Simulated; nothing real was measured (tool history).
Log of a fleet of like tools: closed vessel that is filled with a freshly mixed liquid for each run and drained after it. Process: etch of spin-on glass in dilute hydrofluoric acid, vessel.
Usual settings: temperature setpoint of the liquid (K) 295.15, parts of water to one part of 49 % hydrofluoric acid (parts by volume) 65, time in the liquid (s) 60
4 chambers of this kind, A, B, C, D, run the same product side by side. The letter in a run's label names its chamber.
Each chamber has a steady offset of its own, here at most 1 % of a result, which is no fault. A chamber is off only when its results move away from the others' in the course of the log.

| run | day | temperature setpoint of the liquid (K) | parts of water to one part of 49 % hydrofluoric acid (parts by volume) | time in the liquid (s) | hours since the thermometer was replaced | hours since the hydrofluoric acid flow meter was replaced | read-back film thickness of the spin-on glass reference wafer, read on the same gauge (nm) | thickness taken off the spin-on glass on a monitor wafer (nm) |
|---|---|---|---|---|---|---|---|---|
| 1C | 0.500 | 295.15 | 65 | 60 | 1899.6 | 2187.7 | 30.015 | 32.414 |
|  | 0.904 | chamber C: hydrofluoric acid flow meter replaced |
| 2A | 0.917 | 295.15 | 65 | 60 | 957.1 | 976.1 | 30.009 | 32.890 |
| 3B | 1.475 | 295.15 | 65 | 60 | 471.0 | 916.4 | 29.983 | 32.518 |
| 4D | 1.850 | 295.15 | 65 | 60 | 229.3 | 289.4 | 30.021 | 33.116 |
| 5C | 2.329 | 295.15 | 65 | 60 | 1943.5 | 34.3 | 29.993 | 32.734 |
| 6A | 2.842 | 295.15 | 65 | 60 | 1003.3 | 1022.3 | 29.997 | 33.095 |
| 7D | 3.279 | 295.15 | 65 | 60 | 263.6 | 323.7 | 29.974 | 32.872 |
| 8B | 3.833 | 295.15 | 65 | 60 | 527.6 | 973.0 | 29.995 | 32.295 |
| 9B | 4.417 | 295.15 | 65 | 60 | 541.6 | 987.0 | 30.028 | 32.377 |
| 10A | 4.929 | 295.15 | 65 | 60 | 1053.4 | 1072.4 | 30.008 | 32.959 |
| 11C | 5.467 | 295.15 | 65 | 60 | 2018.8 | 109.6 | 30.018 | 32.646 |
| 12D | 6.017 | 295.15 | 65 | 60 | 329.3 | 389.4 | 30.012 | 32.976 |
| 13A | 6.521 | 295.15 | 65 | 60 | 1091.6 | 1110.6 | 30.017 | 32.940 |
| 14D | 6.850 | 295.15 | 65 | 60 | 349.3 | 409.4 | 30.019 | 32.607 |
| 15B | 7.312 | 295.15 | 65 | 60 | 611.1 | 1056.5 | 29.990 | 32.588 |
| 16C | 7.733 | 295.15 | 65 | 60 | 2073.2 | 164.0 | 29.990 | 32.600 |
| 17C | 8.054 | 295.15 | 65 | 60 | 2080.9 | 171.7 | 29.989 | 32.495 |
| 18B | 8.333 | 295.15 | 65 | 60 | 635.6 | 1081.0 | 30.001 | 32.424 |
| 19D | 8.712 | 295.15 | 65 | 60 | 394.0 | 454.1 | 30.013 | 33.091 |
| 20A | 9.112 | 295.15 | 65 | 60 | 1153.8 | 1172.8 | 30.002 | 32.988 |
| 21D | 9.425 | 295.15 | 65 | 60 | 411.1 | 471.2 | 29.995 | 33.285 |
| 22B | 9.950 | 295.15 | 65 | 60 | 674.4 | 1119.8 | 29.975 | 32.487 |
| 23A | 10.446 | 295.15 | 65 | 60 | 1185.8 | 1204.8 | 29.965 | 33.172 |
| 24C | 10.842 | 295.15 | 65 | 60 | 2147.8 | 238.6 | 30.007 | 32.384 |
| 25A | 11.129 | 295.15 | 65 | 60 | 1202.2 | 1221.2 | 30.009 | 33.105 |
| 26B | 11.454 | 295.15 | 65 | 60 | 710.5 | 1155.9 | 30.020 | 32.865 |
| 27C | 11.908 | 295.15 | 85 | 60 | 2173.4 | 264.2 | 30.016 | 24.417 |
| 28D | 12.325 | 295.15 | 85 | 60 | 480.7 | 540.8 | 30.006 | 24.432 |
| 29C | 12.854 | 295.15 | 85 | 60 | 2196.1 | 286.9 | 29.973 | 24.007 |
| 30B | 13.238 | 295.15 | 85 | 60 | 753.3 | 1198.7 | 30.010 | 24.058 |
| 31A | 13.517 | 293.15 | 90 | 60 | 1259.5 | 1278.5 | 30.004 | 21.493 |
| 32D | 13.817 | 293.15 | 90 | 60 | 516.5 | 576.6 | 29.982 | 21.270 |
| 33B | 14.229 | 293.15 | 90 | 60 | 777.1 | 1222.5 | 30.008 | 20.668 |
| 34D | 14.679 | 293.15 | 90 | 60 | 537.2 | 597.3 | 29.991 | 21.280 |
| 35A | 15.138 | 295.15 | 65 | 60 | 1298.4 | 1317.4 | 29.993 | 32.939 |
| 36C | 15.475 | 295.15 | 65 | 60 | 2259.0 | 349.8 | 30.006 | 32.510 |

What goes on in this fleet: one chamber off, a drifting gauge, or nothing beyond the chambers' own small offsets? Name the chamber and the cause, if any.

No chamber stands off beyond its own small offset, and the gauge holds steady.

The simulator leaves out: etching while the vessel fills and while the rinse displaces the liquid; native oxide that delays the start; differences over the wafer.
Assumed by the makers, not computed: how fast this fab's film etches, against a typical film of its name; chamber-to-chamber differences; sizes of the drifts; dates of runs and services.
